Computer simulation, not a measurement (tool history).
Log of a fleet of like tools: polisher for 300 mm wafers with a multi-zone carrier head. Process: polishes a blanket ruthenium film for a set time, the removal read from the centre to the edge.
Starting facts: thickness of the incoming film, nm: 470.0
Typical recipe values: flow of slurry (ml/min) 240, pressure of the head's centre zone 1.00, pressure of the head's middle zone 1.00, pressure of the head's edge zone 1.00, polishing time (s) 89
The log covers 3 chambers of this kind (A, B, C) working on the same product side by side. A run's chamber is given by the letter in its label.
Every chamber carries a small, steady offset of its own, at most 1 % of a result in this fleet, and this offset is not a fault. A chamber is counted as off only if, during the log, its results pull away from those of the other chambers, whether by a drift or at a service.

run,hour,flow of slurry (ml/min),pressure of the head's centre zone,pressure of the head's middle zone,pressure of the head's edge zone,polishing time (s),film removed at the wafer's centre (nm),film removed at mid-radius (nm),film removed at the wafer's edge (nm)
1A,5.0,240,1.00,1.00,1.00,89,97.207,97.238,99.216
2B,7.7,240,1.00,1.00,1.00,89,98.464,99.316,99.810
3C,12.7,240,1.00,1.00,1.00,89,97.220,99.801,98.693
# hour 14.6: chamber C: worn pad replaced by a new one
4A,17.8,240,1.00,1.00,1.00,89,99.211,97.075,99.072
# hour 22.4: chamber B: slurry nozzle cleaned
5B,22.5,240,1.00,1.00,1.00,89,97.942,99.365,98.187
6C,24.9,240,1.00,1.00,1.00,89,97.400,98.161,99.056
7C,28.0,240,1.00,1.00,1.00,89,97.907,99.678,98.984
8B,32.5,165,1.00,1.00,0.93,89,94.613,93.975,92.939
# hour 37.3: chamber A: slurry nozzle cleaned
9A,37.5,165,1.00,1.00,0.93,89,92.678,96.788,90.834
10B,41.1,165,1.00,1.00,0.93,89,91.823,93.590,90.228
11A,45.3,240,1.00,1.00,1.00,89,98.623,98.250,98.839
12C,49.8,240,1.00,1.00,1.00,89,98.139,99.831,99.441
13B,54.1,240,1.00,1.00,1.00,89,100.280,99.283,98.857
14A,58.5,240,1.00,1.00,1.00,89,99.719,99.713,97.367
15C,63.6,240,1.00,1.00,1.00,89,98.863,102.070,98.048
16B,68.2,240,1.00,1.00,1.00,89,99.332,98.916,98.060
17A,71.4,240,1.00,0.95,1.00,89,99.003,94.999,99.748
18C,75.4,240,1.00,0.95,1.00,89,98.271,91.516,98.648
19A,79.9,240,1.00,0.95,1.00,89,101.230,93.769,99.073
20B,82.4,240,1.00,1.00,1.11,89,100.020,99.468,104.110
21C,86.7,240,1.00,1.00,1.11,89,97.831,100.010,103.260
22B,91.1,240,1.00,1.00,1.11,89,98.870,99.506,104.190
23A,94.3,240,1.08,1.00,1.00,61,72.153,67.501,67.718
# hour 95.2: chamber C: worn pad replaced by a new one
24C,98.1,240,1.08,1.00,1.00,61,73.493,68.631,67.554
# hour 98.4: chamber B: edge zone pressure recalibrated
# hour 102.3: chamber A: worn pad replaced by a new one
25A,102.3,240,1.08,1.00,1.00,61,73.458,67.870,68.112
26B,106.2,240,1.00,1.00,1.00,89,98.371,97.762,98.435

All 3 chambers run these settings next. Forecast each chamber's results:
27A,109.9,240,1.00,1.00,1.00,89,?,?,?
27B,109.9,240,1.00,1.00,1.00,89,?,?,?
27C,109.9,240,1.00,1.00,1.00,89,?,?,?

run,film removed at the wafer's centre (nm),film removed at mid-radius (nm),film removed at the wafer's edge (nm)
27A,98.264,100.390,97.578
27B,98.640,97.069,98.178
27C,98.790,96.622,98.663

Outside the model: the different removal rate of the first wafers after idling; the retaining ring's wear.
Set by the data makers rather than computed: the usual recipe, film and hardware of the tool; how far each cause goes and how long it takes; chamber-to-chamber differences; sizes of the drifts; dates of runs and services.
